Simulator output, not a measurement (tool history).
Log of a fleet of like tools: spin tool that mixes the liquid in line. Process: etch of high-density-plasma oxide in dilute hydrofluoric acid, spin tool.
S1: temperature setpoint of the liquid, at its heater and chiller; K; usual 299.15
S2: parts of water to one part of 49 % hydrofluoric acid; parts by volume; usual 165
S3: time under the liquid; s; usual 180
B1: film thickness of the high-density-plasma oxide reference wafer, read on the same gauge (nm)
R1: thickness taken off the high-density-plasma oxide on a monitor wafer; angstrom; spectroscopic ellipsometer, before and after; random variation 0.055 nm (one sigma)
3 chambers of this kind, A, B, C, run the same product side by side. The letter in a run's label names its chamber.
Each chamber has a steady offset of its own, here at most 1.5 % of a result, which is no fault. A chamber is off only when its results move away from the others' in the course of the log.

{"run": "1A", "day": 0.212, "S1": 299.15, "S2": 165, "S3": 180, "B1": 89.983, "R1": 84.694}
{"run": "2B", "day": 0.442, "S1": 299.15, "S2": 165, "S3": 180, "B1": 90.001, "R1": 84.878}
{"run": "3C", "day": 0.683, "S1": 299.15, "S2": 165, "S3": 180, "B1": 89.978, "R1": 84.027}
{"run": "4C", "day": 0.867, "S1": 299.15, "S2": 165, "S3": 180, "B1": 89.963, "R1": 84.856}
{"day": 1.112, "done": "chamber A: hydrofluoric acid flow meter replaced"}
{"run": "5B", "day": 1.158, "S1": 303.65, "S2": 165, "S3": 180, "B1": 90.018, "R1": 100.13}
{"run": "6A", "day": 1.396, "S1": 303.65, "S2": 165, "S3": 180, "B1": 90.004, "R1": 101.13}
{"run": "7C", "day": 1.746, "S1": 303.65, "S2": 165, "S3": 180, "B1": 90.005, "R1": 99.152}
{"run": "8A", "day": 2.067, "S1": 301.65, "S2": 115, "S3": 180, "B1": 89.987, "R1": 141.6}
{"run": "9B", "day": 2.408, "S1": 301.65, "S2": 115, "S3": 180, "B1": 89.993, "R1": 143.45}
{"run": "10C", "day": 2.746, "S1": 301.65, "S2": 115, "S3": 180, "B1": 89.974, "R1": 140.38}
{"run": "11B", "day": 3.062, "S1": 297.65, "S2": 165, "S3": 100, "B1": 89.999, "R1": 44.761}
{"run": "12A", "day": 3.312, "S1": 297.65, "S2": 165, "S3": 100, "B1": 90.017, "R1": 44.96}
{"run": "13A", "day": 3.554, "S1": 297.65, "S2": 165, "S3": 100, "B1": 90.043, "R1": 44.454}
{"run": "14C", "day": 3.796, "S1": 299.15, "S2": 165, "S3": 180, "B1": 90.008, "R1": 84.167}
{"run": "15B", "day": 4.158, "S1": 299.15, "S2": 165, "S3": 180, "B1": 90.013, "R1": 84.592}
{"run": "16C", "day": 4.492, "S1": 299.15, "S2": 165, "S3": 180, "B1": 89.996, "R1": 85.368}
{"run": "17B", "day": 4.746, "S1": 299.15, "S2": 165, "S3": 180, "B1": 90.012, "R1": 82.186}
{"run": "18A", "day": 4.942, "S1": 299.15, "S2": 165, "S3": 180, "B1": 89.966, "R1": 84.831}
{"run": "19B", "day": 5.317, "S1": 299.15, "S2": 165, "S3": 180, "B1": 90.004, "R1": 82.174}
{"run": "20A", "day": 5.55, "S1": 299.15, "S2": 165, "S3": 180, "B1": 89.977, "R1": 85.306}
{"run": "21C", "day": 5.858, "S1": 299.15, "S2": 165, "S3": 180, "B1": 89.998, "R1": 83.701}
{"run": "22A", "day": 6.204, "S1": 299.15, "S2": 165, "S3": 180, "B1": 89.96, "R1": 85.838}
{"run": "23C", "day": 6.383, "S1": 299.15, "S2": 165, "S3": 180, "B1": 89.974, "R1": 84.447}
{"run": "24B", "day": 6.696, "S1": 299.15, "S2": 165, "S3": 180, "B1": 90.03, "R1": 80.175}
{"run": "25B", "day": 6.958, "S1": 299.15, "S2": 165, "S3": 180, "B1": 89.967, "R1": 79.109}
{"run": "26A", "day": 7.342, "S1": 299.15, "S2": 165, "S3": 180, "B1": 89.975, "R1": 85.719}

What goes on in this fleet: one chamber off, a drifting gauge, or nothing beyond the chambers' own small offsets? Name the chamber and the cause, if any.

Chamber B drifts away from the others.
Cause: liquid colder than its thermometer reads (K) = 2.39.
The log may not tell that from: hydrofluoric acid flow below the setpoint (%).

Here are 4 candidates for chamber B's next run, each the usual settings with a change, their results left as question marks. Which one brings its results back in line with what the others give on the usual settings?
In line means no further than this from the other chambers' mean on the usual settings: R1 1.900 angstrom
{"run": "27B-1", "day": 7.621, "S1": 299.15, "S2": 165, "S3": 195, "R1": "?"}
{"run": "27B-2", "day": 7.621, "S1": 299.65, "S2": 165, "S3": 180, "R1": "?"}
{"run": "27B-3", "day": 7.621, "S1": 299.15, "S2": 165, "S3": 175, "R1": "?"}
{"run": "27B-4", "day": 7.621, "S1": 299.15, "S2": 170, "S3": 170, "R1": "?"}

The other chambers' mean on the usual settings: R1 84.906 angstrom
run=27B-1 R1=84.394
run=27B-2 R1=79.393
run=27B-3 R1=75.739
run=27B-4 R1=70.982
27B-1 brings the chamber back in line.
